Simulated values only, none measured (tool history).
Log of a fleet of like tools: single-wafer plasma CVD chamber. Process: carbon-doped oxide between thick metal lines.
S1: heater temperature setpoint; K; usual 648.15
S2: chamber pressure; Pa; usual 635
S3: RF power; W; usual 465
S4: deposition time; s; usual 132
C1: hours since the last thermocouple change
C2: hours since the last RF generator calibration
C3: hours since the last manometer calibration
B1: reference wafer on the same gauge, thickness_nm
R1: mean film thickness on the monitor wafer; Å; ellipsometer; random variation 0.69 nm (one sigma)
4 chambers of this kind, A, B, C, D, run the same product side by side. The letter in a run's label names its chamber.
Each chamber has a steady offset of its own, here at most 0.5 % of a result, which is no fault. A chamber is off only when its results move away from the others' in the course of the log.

run 1A day=0.333 | S1=648.15 S2=635 S3=465 S4=132 | C1=2279.1 C2=1354.3 C3=265.5 | B1=493.89 | R1=5935.3
run 2B day=0.738 | S1=648.15 S2=635 S3=465 S4=132 | C1=164 C2=418.7 C3=1250.2 | B1=493.75 | R1=5992.2
run 3D day=0.983 | S1=648.15 S2=635 S3=465 S4=132 | C1=83.7 C2=1226.3 C3=1617.7 | B1=493.91 | R1=5988.2
run 4C day=1.388 | S1=648.15 S2=635 S3=465 S4=132 | C1=1951.9 C2=923.9 C3=1841.2 | B1=493.67 | R1=5962.8
run 5B day=1.683 | S1=648.15 S2=635 S3=465 S4=132 | C1=186.7 C2=441.4 C3=1272.9 | B1=493.83 | R1=5998.1
run 6A day=2.008 | S1=648.15 S2=635 S3=465 S4=132 | C1=2319.3 C2=1394.5 C3=305.7 | B1=493.41 | R1=5939.1
run 7D day=2.312 | S1=648.15 S2=635 S3=465 S4=132 | C1=115.6 C2=1258.2 C3=1649.6 | B1=493.45 | R1=5970.2
run 8C day=2.588 | S1=648.15 S2=480 S3=465 S4=124 | C1=1980.7 C2=952.7 C3=1870 | B1=493.35 | R1=5370.2
run 9A day=2.842 | S1=648.15 S2=480 S3=465 S4=124 | C1=2339.3 C2=1414.5 C3=325.7 | B1=493.35 | R1=5347.3
run 10D day=3.038 | S1=648.15 S2=480 S3=465 S4=124 | C1=133 C2=1275.6 C3=1667 | B1=493.32 | R1=5394.8
run 11B day=3.3 | S1=648.15 S2=480 S3=465 S4=124 | C1=225.5 C2=480.2 C3=1311.7 | B1=493.32 | R1=5411.2
-- day=3.5 chamber C: RF generator calibrated
run 12C day=3.558 | S1=662.15 S2=512 S3=465 S4=132 | C1=2004 C2=1.5 C3=1893.3 | B1=493.24 | R1=5613.5
run 13D day=3.871 | S1=662.15 S2=512 S3=465 S4=132 | C1=153 C2=1295.6 C3=1687 | B1=493.24 | R1=5618.8
run 14C day=4.121 | S1=662.15 S2=512 S3=465 S4=132 | C1=2017.5 C2=15 C3=1906.8 | B1=493.14 | R1=5613.7
run 15A day=4.329 | S1=662.15 S2=512 S3=465 S4=132 | C1=2375 C2=1450.2 C3=361.4 | B1=493.09 | R1=5599.7
run 16B day=4.629 | S1=639.15 S2=635 S3=385 S4=132 | C1=257.4 C2=512.1 C3=1343.6 | B1=493.09 | R1=5294.9
run 17D day=4.917 | S1=639.15 S2=635 S3=385 S4=132 | C1=178.1 C2=1320.7 C3=1712.1 | B1=493.11 | R1=5321.1
run 18B day=5.171 | S1=639.15 S2=635 S3=385 S4=132 | C1=270.4 C2=525.1 C3=1356.6 | B1=493.09 | R1=5282.6
run 19A day=5.521 | S1=639.15 S2=635 S3=385 S4=132 | C1=2403.6 C2=1478.8 C3=390 | B1=492.96 | R1=5285.1
run 20C day=5.717 | S1=648.15 S2=635 S3=465 S4=132 | C1=2055.8 C2=53.3 C3=1945.1 | B1=492.82 | R1=5954.3
-- day=5.854 chamber D: capacitance manometer re-zeroed and calibrated
run 21C day=6.15 | S1=648.15 S2=635 S3=465 S4=132 | C1=2066.2 C2=63.7 C3=1955.5 | B1=492.84 | R1=5952.4
-- day=6.271 chamber C: capacitance manometer re-zeroed and calibrated
run 22A day=6.571 | S1=648.15 S2=635 S3=465 S4=132 | C1=2428.8 C2=1504 C3=415.2 | B1=492.56 | R1=5925.5
run 23B day=6.808 | S1=648.15 S2=635 S3=465 S4=132 | C1=309.7 C2=564.4 C3=1395.9 | B1=492.54 | R1=5971.6
run 24D day=7.067 | S1=648.15 S2=635 S3=465 S4=132 | C1=229.7 C2=1372.3 C3=29.1 | B1=492.64 | R1=5965.9
run 25C day=7.483 | S1=648.15 S2=635 S3=465 S4=132 | C1=2098.2 C2=95.7 C3=29.1 | B1=492.63 | R1=5940.6
run 26B day=7.7 | S1=648.15 S2=635 S3=465 S4=132 | C1=331.1 C2=585.8 C3=1417.3 | B1=492.27 | R1=5979.5
run 27A day=7.912 | S1=648.15 S2=635 S3=465 S4=132 | C1=2461 C2=1536.2 C3=447.4 | B1=492.54 | R1=5929.5
run 28D day=8.129 | S1=648.15 S2=635 S3=535 S4=132 | C1=255.2 C2=1397.8 C3=54.6 | B1=492.41 | R1=6492.8
run 29A day=8.446 | S1=648.15 S2=635 S3=535 S4=132 | C1=2473.8 C2=1549 C3=460.2 | B1=492.25 | R1=6448.3
run 30D day=8.667 | S1=648.15 S2=635 S3=535 S4=132 | C1=268.1 C2=1410.7 C3=67.5 | B1=492.27 | R1=6492.5
run 31B day=8.917 | S1=648.15 S2=635 S3=535 S4=132 | C1=360.3 C2=615 C3=1446.5 | B1=492.14 | R1=6536.1
run 32C day=9.254 | S1=648.15 S2=635 S3=465 S4=132 | C1=2140.7 C2=138.2 C3=71.6 | B1=492.05 | R1=5928.6
run 33D day=9.446 | S1=648.15 S2=635 S3=465 S4=132 | C1=286.8 C2=1429.4 C3=86.2 | B1=491.95 | R1=5957.9
run 34A day=9.708 | S1=648.15 S2=635 S3=465 S4=132 | C1=2504.1 C2=1579.3 C3=490.5 | B1=492.16 | R1=5912.9
run 35B day=9.896 | S1=648.15 S2=635 S3=465 S4=132 | C1=383.8 C2=638.5 C3=1470 | B1=492 | R1=5962.2
run 36C day=10.096 | S1=648.15 S2=635 S3=465 S4=132 | C1=2160.9 C2=158.4 C3=91.8 | B1=491.83 | R1=5924.4
run 37D day=10.433 | S1=648.15 S2=635 S3=465 S4=132 | C1=310.5 C2=1453.1 C3=109.9 | B1=491.95 | R1=5949.8
run 38C day=10.625 | S1=648.15 S2=635 S3=465 S4=132 | C1=2173.6 C2=171.1 C3=104.5 | B1=491.77 | R1=5932.4
run 39A day=10.85 | S1=648.15 S2=635 S3=465 S4=132 | C1=2531.5 C2=1606.7 C3=517.9 | B1=491.9 | R1=5903
run 40B day=11.075 | S1=648.15 S2=635 S3=465 S4=132 | C1=412.1 C2=666.8 C3=1498.3 | B1=491.64 | R1=5966.2
run 41B day=11.371 | S1=648.15 S2=635 S3=465 S4=132 | C1=419.2 C2=673.9 C3=1505.4 | B1=491.65 | R1=5973.4

Is one chamber off against the others, does the gauge drift, or is nothing wrong? If a chamber is off, say which, and what the likeliest cause is.

The gauge drifts, so all chambers seem to drift together. No chamber is off.
Cause: gauge reads low (%) = 0.477.
